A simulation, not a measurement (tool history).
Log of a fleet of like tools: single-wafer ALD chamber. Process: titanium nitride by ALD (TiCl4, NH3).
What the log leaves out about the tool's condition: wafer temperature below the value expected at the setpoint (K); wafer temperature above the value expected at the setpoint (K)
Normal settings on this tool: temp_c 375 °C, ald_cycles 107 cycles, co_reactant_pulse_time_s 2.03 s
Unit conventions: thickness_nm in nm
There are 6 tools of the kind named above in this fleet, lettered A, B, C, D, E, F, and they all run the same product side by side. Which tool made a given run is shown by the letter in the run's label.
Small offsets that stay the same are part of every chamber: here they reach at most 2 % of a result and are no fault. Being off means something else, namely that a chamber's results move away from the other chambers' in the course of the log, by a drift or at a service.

run,day,temp_c,ald_cycles,co_reactant_pulse_time_s,hours since the last thermocouple change,"read-back reference wafer on the same gauge, thickness_nm",thickness_nm
1C,0.325,375,107,2.03,2543.2,2.6303,2.3165
2E,0.575,375,107,2.03,180,2.627,2.3365
3B,0.879,375,107,2.03,836.8,2.6303,2.3339
4F,1.05,375,107,2.03,759.5,2.6311,2.2956
5D,1.392,375,107,2.03,2542.4,2.6308,2.2572
6A,1.683,375,107,2.03,1649,2.6323,2.3211
7A,1.988,375,107,2.03,1656.3,2.6317,2.2763
8B,2.292,375,107,2.03,870.7,2.6311,2.326
9F,2.558,375,107,2.03,795.7,2.6297,2.317
10D,2.904,375,107,2.03,2578.7,2.6263,2.2384
11E,3.183,375,107,2.03,242.6,2.6304,2.3188
12C,3.371,375,107,2.03,2616.3,2.6341,2.3007
13E,3.7,375,107,2.03,255,2.626,2.3033
14F,4.029,375,107,2.03,831,2.6255,2.3027
# day 4.183: chamber D: thermocouple changed; heater temperature recalibrated
15D,4.338,375,107,2.03,3.7,2.6324,2.2788
16C,4.633,375,107,2.03,2646.6,2.6307,2.3381
17A,4.821,375,107,2.03,1724.3,2.6315,2.2816
18B,5.138,375,107,2.03,939,2.6323,2.2939
19D,5.304,375,107,2.03,26.9,2.6324,2.2648
# day 5.342: chamber A: thermocouple changed; heater temperature recalibrated
20E,5.504,375,107,2.03,298.3,2.6322,2.3052
21B,5.688,375,107,2.03,952.2,2.6293,2.3092
22A,5.896,375,107,2.03,13.3,2.6287,2.316
# day 5.933: chamber C: thermocouple changed; heater temperature recalibrated
23F,6.062,375,107,2.03,879.8,2.6276,2.2816
24C,6.242,375,107,2.03,7.5,2.6327,2.2914
25B,6.558,375,126,2.03,973.1,2.6298,2.7266
26D,6.85,375,126,2.03,64,2.6304,2.6699
27E,7.208,375,126,2.03,339.2,2.6257,2.7202
28A,7.454,375,126,2.03,50.7,2.6316,2.7157
29C,7.65,375,126,2.03,41.3,2.6306,2.7067
30F,7.812,375,126,2.03,921.8,2.6322,2.7086
31E,7.996,375,107,2.03,358.1,2.6294,2.3201
32F,8.25,375,107,2.03,932.3,2.6287,2.3018
33B,8.625,375,107,2.03,1022.7,2.6294,2.2877
34D,8.992,375,107,2.03,115.4,2.6255,2.2471
35C,9.271,375,94,2.31,80.2,2.6293,2.0359
36A,9.458,375,94,2.31,98.8,2.6296,2.0198
37F,9.771,375,94,2.31,968.8,2.6274,2.031
38C,10.092,375,94,2.31,99.9,2.6284,2.0201
39D,10.283,375,94,2.31,146.4,2.6323,2.0043
40B,10.492,375,94,2.31,1067.5,2.6271,2.0396
41E,10.8,375,107,2.03,425.4,2.6299,2.3153
42A,10.962,367,114,2.03,134.9,2.6328,2.3808
43D,11.142,367,114,2.03,167,2.6302,2.3638
44B,11.433,367,114,2.03,1090.1,2.6321,2.4405

All chambers now run identical settings, listed one chamber a line with results as question marks. What results will each chamber show?
45A,11.704,370,107,2.03,,,?
45B,11.704,370,107,2.03,,,?
45C,11.704,370,107,2.03,,,?
45D,11.704,370,107,2.03,,,?
45E,11.704,370,107,2.03,,,?
45F,11.704,370,107,2.03,,,?

run,thickness_nm
45A,2.28
45B,2.3026
45C,2.2853
45D,2.2727
45E,2.3085
45F,2.2726
